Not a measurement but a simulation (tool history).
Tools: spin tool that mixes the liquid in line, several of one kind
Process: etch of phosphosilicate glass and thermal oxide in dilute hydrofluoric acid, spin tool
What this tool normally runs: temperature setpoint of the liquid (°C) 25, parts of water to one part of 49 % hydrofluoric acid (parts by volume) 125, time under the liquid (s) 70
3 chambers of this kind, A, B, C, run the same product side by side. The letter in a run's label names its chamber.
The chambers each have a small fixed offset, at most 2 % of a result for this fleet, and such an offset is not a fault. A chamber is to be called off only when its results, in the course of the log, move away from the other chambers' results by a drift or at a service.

run	hour	temperature setpoint of the liquid (°C)	parts of water to one part of 49 % hydrofluoric acid (parts by volume)	time under the liquid (s)	read-back film thickness of the phosphosilicate glass reference wafer, read on the same gauge (nm)	read-back film thickness of the thermal oxide reference wafer, read on the same gauge (nm)	thickness taken off the phosphosilicate glass on a monitor wafer (angstrom)	thickness taken off the thermal oxide on a monitor wafer (angstrom)
1C	2.8	25	125	70	70.022	150.01	392.61	28.357
2B	7.4	25	125	70	69.957	150.00	383.53	28.000
3A	12.4	25	125	70	70.025	150.01	389.12	28.337
4B	15.5	25	125	70	70.004	150.01	383.69	28.382
5A	18.4	25	125	70	69.998	149.98	396.14	27.621
6C	23.0	25	125	70	69.969	149.99	393.61	27.878
7A	26.2	25	125	70	69.985	150.01	392.54	27.856
8C	31.2	25	125	70	70.037	150.01	394.01	28.274
9B	36.6	25	125	70	69.967	149.98	386.63	28.129
10B	42.1	25	125	70	69.982	150.00	381.93	28.662
11C	48.2	25	125	70	70.024	150.00	394.59	28.667
# hour 52.3: chamber A: hydrofluoric acid flow meter replaced
12A	52.6	25	125	70	69.984	150.01	394.55	27.367
13A	56.3	25	125	70	69.989	149.98	388.30	28.012
14B	62.4	25	125	70	70.021	150.01	384.35	27.441
15C	66.3	25	125	70	69.961	150.00	390.47	28.196
16B	72.3	25	125	70	70.009	150.03	387.83	27.648
17A	77.6	25	125	70	70.032	150.00	390.48	28.028
18C	83.2	25	105	70	69.989	150.00	475.28	34.591
19B	88.1	25	105	70	70.032	149.99	467.36	34.493
20C	93.3	25	105	70	70.013	150.01	481.07	34.060
21A	99.3	25	125	90	69.989	150.00	501.43	35.463
22A	105.3	25	125	90	69.943	149.99	498.52	36.088
23B	111.2	25	125	90	69.991	149.98	497.15	35.242
24C	115.4	25	125	70	69.994	150.01	392.70	28.487
25B	120.0	25	125	70	69.983	150.00	384.39	27.497
26A	125.6	25	125	70	70.005	150.00	392.33	27.002
27C	131.6	25	125	70	69.962	150.01	393.46	27.946
28A	135.3	25	125	70	70.021	150.00	387.93	28.775
29C	139.5	25	125	70	69.991	150.02	390.03	29.142
30B	143.6	25	180	100	69.954	149.99	354.03	25.698
31C	148.3	25	180	100	70.044	150.00	361.52	26.585
32B	153.6	25	180	100	70.033	150.01	355.65	26.536
33A	158.7	25	125	70	69.981	149.99	391.95	28.088

Is one chamber out of step, is the gauge drifting, or do the chambers differ by no more than their own small offsets? For an off chamber, give its letter and the likeliest cause.

No chamber stands off beyond its own small offset, and the gauge holds steady.
